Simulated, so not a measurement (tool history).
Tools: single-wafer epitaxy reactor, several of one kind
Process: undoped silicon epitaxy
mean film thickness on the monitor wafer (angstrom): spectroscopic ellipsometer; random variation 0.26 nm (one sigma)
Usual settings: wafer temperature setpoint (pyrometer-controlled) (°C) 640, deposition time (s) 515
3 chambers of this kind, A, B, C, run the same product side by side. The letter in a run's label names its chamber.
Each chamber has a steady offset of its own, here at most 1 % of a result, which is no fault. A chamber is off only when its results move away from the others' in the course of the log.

run	hour	wafer temperature setpoint (pyrometer-controlled) (°C)	deposition time (s)	hours since the last pyrometer calibration	read-back reference wafer on the same gauge, thickness_nm	mean film thickness on the monitor wafer (angstrom)
1C	5.5	640	515	1777.9	75.205	698.03
2B	11.6	640	515	1812.4	75.218	698.82
3A	17	640	515	1801.9	75.184	697.7
4A	20.3	640	515	1805.2	75.201	695.23
5C	24.7	640	515	1797.1	75.234	698.69
6B	28.7	640	515	1829.5	75.166	695.35
7C	33.1	627	437	1805.5	75.174	441.24
8B	35.9	627	437	1836.7	75.248	440.76
9A	41.8	627	437	1826.7	75.136	439.69
10B	46.1	640	515	1846.9	75.217	696.12
11C	51.7	640	515	1824.1	75.203	694.14
12A	57.9	640	515	1842.8	75.277	692.91
13C	64.1	640	515	1836.5	75.21	696.35
14A	67.6	640	611	1852.5	75.214	823.87
15B	72.1	640	611	1872.9	75.237	831.62
16B	75.3	640	611	1876.1	75.137	824.58
17A	80	640	515	1864.9	75.21	696.31
18C	83.5	640	515	1855.9	75.209	694.11
19A	88.5	640	515	1873.4	75.2	695.71
20C	92.5	640	515	1864.9	75.206	697.2
21B	96.4	640	515	1897.2	75.262	692.36
# hour 101.3: chamber B: pyrometer calibrated
22B	101.6	640	515	0.3	75.219	721.17
23C	104.9	640	515	1877.3	75.177	691.93
24A	111.3	640	424	1896.2	75.161	570.02
25B	114.8	640	424	13.5	75.274	587.59
26A	120.1	640	424	1905	75.222	573.47
27C	126.1	640	515	1898.5	75.215	697.32
28A	129.8	640	515	1914.7	75.252	692.92
29B	134.8	640	515	33.5	75.189	717.89
# hour 135: chamber C: pyrometer calibrated
30C	140.9	640	478	5.9	75.232	647.58
31A	146.4	640	478	1931.3	75.213	643.09
32C	152	640	478	17	75.125	646.8
33B	155.9	640	515	54.6	75.213	716.26
34C	161.5	640	515	26.5	75.201	697.51

Next, every chamber runs the same settings. What will each give?
35A	166.2	651	515			?
35B	166.2	651	515			?
35C	166.2	651	515			?

run	mean film thickness on the monitor wafer (angstrom)
35A	887.9
35B	916.52
35C	891

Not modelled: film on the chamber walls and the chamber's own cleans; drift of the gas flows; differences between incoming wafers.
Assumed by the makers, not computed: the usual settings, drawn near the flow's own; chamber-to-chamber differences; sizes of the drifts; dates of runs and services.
